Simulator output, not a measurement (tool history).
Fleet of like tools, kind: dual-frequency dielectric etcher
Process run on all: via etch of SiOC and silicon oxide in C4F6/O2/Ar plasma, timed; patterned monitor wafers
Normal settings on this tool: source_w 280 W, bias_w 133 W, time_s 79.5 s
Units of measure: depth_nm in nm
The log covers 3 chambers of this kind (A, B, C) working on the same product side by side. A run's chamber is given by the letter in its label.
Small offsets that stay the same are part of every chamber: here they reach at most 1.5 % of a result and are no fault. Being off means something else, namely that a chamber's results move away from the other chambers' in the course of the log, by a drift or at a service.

| run | day | source_w | bias_w | time_s | read-back reference wafer on the same gauge, depth_nm | depth_nm |
|---|---|---|---|---|---|---|
| 1C | 0.167 | 280 | 133 | 79.5 | 59.984 | 70.058 |
| 2B | 0.296 | 280 | 133 | 79.5 | 59.989 | 70.354 |
| 3A | 0.475 | 280 | 133 | 79.5 | 59.950 | 70.904 |
| 4C | 0.608 | 280 | 133 | 79.5 | 59.988 | 70.183 |
| 5A | 0.808 | 280 | 133 | 79.5 | 59.975 | 71.099 |
| 6B | 0.996 | 280 | 133 | 79.5 | 59.950 | 70.267 |
| 7C | 1.192 | 350 | 133 | 79.5 | 59.913 | 76.414 |
| 8A | 1.338 | 350 | 133 | 79.5 | 59.934 | 77.430 |
| 9B | 1.546 | 350 | 133 | 79.5 | 59.928 | 76.660 |
| 10A | 1.679 | 280 | 121 | 62.5 | 59.902 | 54.132 |
| 11C | 1.917 | 280 | 121 | 62.5 | 59.918 | 53.487 |
| 12B | 2.146 | 280 | 121 | 62.5 | 59.888 | 53.692 |
| 13C | 2.279 | 280 | 133 | 79.5 | 59.894 | 70.135 |
| 14B | 2.417 | 280 | 133 | 79.5 | 59.887 | 70.169 |
| 15A | 2.654 | 280 | 133 | 79.5 | 59.875 | 70.906 |
| 16A | 2.867 | 340 | 163 | 79.5 | 59.847 | 81.680 |
| 17C | 3.058 | 340 | 163 | 79.5 | 59.841 | 80.569 |
| 18B | 3.267 | 340 | 163 | 79.5 | 59.827 | 80.920 |
| 19A | 3.471 | 280 | 133 | 79.5 | 59.825 | 70.917 |
| 20C | 3.579 | 280 | 109 | 60.5 | 59.831 | 50.156 |
| 21B | 3.762 | 280 | 109 | 60.5 | 59.817 | 50.315 |
| 22C | 3.938 | 280 | 109 | 60.5 | 59.783 | 50.265 |
|  | 4.158 | chamber A: wet clean of the chamber |
| 23A | 4.175 | 280 | 133 | 79.5 | 59.813 | 70.724 |
| 24B | 4.317 | 280 | 133 | 79.5 | 59.793 | 70.263 |
| 25B | 4.542 | 280 | 133 | 79.5 | 59.777 | 69.990 |
| 26A | 4.721 | 320 | 133 | 79.5 | 59.768 | 74.488 |
| 27C | 4.892 | 320 | 133 | 79.5 | 59.741 | 73.770 |
| 28B | 5.058 | 320 | 133 | 79.5 | 59.757 | 73.976 |
| 29C | 5.283 | 280 | 133 | 79.5 | 59.742 | 69.942 |
| 30A | 5.462 | 280 | 133 | 79.5 | 59.750 | 70.682 |
| 31B | 5.633 | 280 | 133 | 79.5 | 59.723 | 70.159 |
| 32C | 5.879 | 280 | 133 | 79.5 | 59.737 | 70.054 |
| 33A | 6.054 | 280 | 133 | 79.5 | 59.704 | 70.494 |
| 34B | 6.250 | 280 | 133 | 79.5 | 59.703 | 69.999 |
| 35A | 6.421 | 280 | 133 | 79.5 | 59.712 | 70.570 |
| 36C | 6.617 | 250 | 108 | 79.5 | 59.653 | 62.736 |

Has any chamber moved away from the others, gradually or after a service, or does the common gauge drift, or do the chambers differ only by their own small steady offsets? State the chamber and the most likely cause if one applies.

No chamber is off; the gauge reading every chamber's wafers drifts, which makes the whole fleet appear to move together.
What lies behind it: gauge reads low (%) = 0.555.
